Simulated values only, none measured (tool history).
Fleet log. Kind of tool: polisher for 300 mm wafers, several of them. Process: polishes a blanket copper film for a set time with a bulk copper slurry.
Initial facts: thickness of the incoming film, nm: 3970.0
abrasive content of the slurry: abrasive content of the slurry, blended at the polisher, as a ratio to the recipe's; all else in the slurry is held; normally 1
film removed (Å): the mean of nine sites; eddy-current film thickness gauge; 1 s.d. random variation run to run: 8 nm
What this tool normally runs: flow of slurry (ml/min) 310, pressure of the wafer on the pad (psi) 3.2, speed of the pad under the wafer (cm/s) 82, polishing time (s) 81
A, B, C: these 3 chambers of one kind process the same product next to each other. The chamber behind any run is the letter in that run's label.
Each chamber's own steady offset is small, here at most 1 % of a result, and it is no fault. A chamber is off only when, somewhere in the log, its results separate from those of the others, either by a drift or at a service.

run   hour  flow of slurry (ml/min)  pressure of the wafer on the pad (psi)  speed of the pad under the wafer (cm/s)  abrasive content of the slurry  polishing time (s)  film removed (Å)
 1A    6.5                      310                                     3.2                                       82                               1                  81            6370.8
 2B     15                      310                                     3.2                                       82                               1                  81            6409.1
 3C   20.3                      310                                     3.2                                       82                               1                  81            6412.9
 4B   27.2                      310                                     3.2                                       82                               1                  81            6324.1
      28.8  -- chamber A: worn pad replaced by a new one
 5A   36.6                      310                                     3.2                                       82                               1                  81            6404.9
 6C   43.8                      310                                     3.2                                       82                               1                  81            6407.2
      47.2  -- chamber B: worn pad replaced by a new one
 7B   50.3                      250                                     2.8                                       82                               1                  81            5541.3
 8A   58.4                      250                                     2.8                                       82                               1                  81            5411.2
 9C   65.8                      250                                     2.8                                       82                               1                  81            5432.7
10C   74.6                      310                                     3.2                                       82                               1                  81            6456.5
      75.6  -- chamber C: worn pad replaced by a new one
11A   81.7                      310                                     3.2                                       82                               1                  81            6289.9
12B   90.1                      310                                     3.2                                       82                               1                  81            6579.2
      94.2  -- chamber C: slurry blender recalibrated
      96.4  -- chamber B: slurry blender recalibrated
13A   99.8                      375                                     3.2                                       82                               1                  81            6345.8
     101.6  -- chamber B: slurry nozzle cleaned
14B    107                      375                                     3.2                                       82                               1                  81            6732.2
15C  116.7                      375                                     3.2                                       82                               1                  81            6432.2
16A  126.3                      270                                     3.2                                      106                               1                  81              7891
     135.4  -- chamber A: worn pad replaced by a new one
17B  136.1                      270                                     3.2                                      106                               1                  81            8515.6
18C  141.3                      270                                     3.2                                      106                               1                  81              8088
19C  146.4                      310                                     3.2                                       82                               1                  81            6189.2
20B  155.4                      310                                     3.2                                       82                               1                  81            6712.1
21A  160.9                      310                                     3.2                                       82                               1                  81            6460.2
     162.5  -- chamber B: worn pad replaced by a new one
     163.3  -- chamber C: worn pad replaced by a new one
22B    167                      310                                     3.2                                       82                               1                  81            6911.7
23C  177.1                      310                                     3.2                                       82                               1                  81            6208.8
24A  183.8                      310                                     3.2                                       82                               1                  81            6237.6
       192  -- chamber A: slurry nozzle cleaned
25A  193.1                      310                                     2.2                                       82                               1                  95              5142
26C  201.1                      310                                     2.2                                       82                               1                  95            5007.6

For the next run the whole fleet of 3 chambers uses the same settings. Give each chamber's results:
27A  208.5                      310                                     3.2                                       82                            0.85                  81                 ?
27B  208.5                      310                                     3.2                                       82                            0.85                  81                 ?
27C  208.5                      310                                     3.2                                       82                            0.85                  81                 ?

run  film removed (Å)
27A              6150
27B            6796.7
27C            6126.2
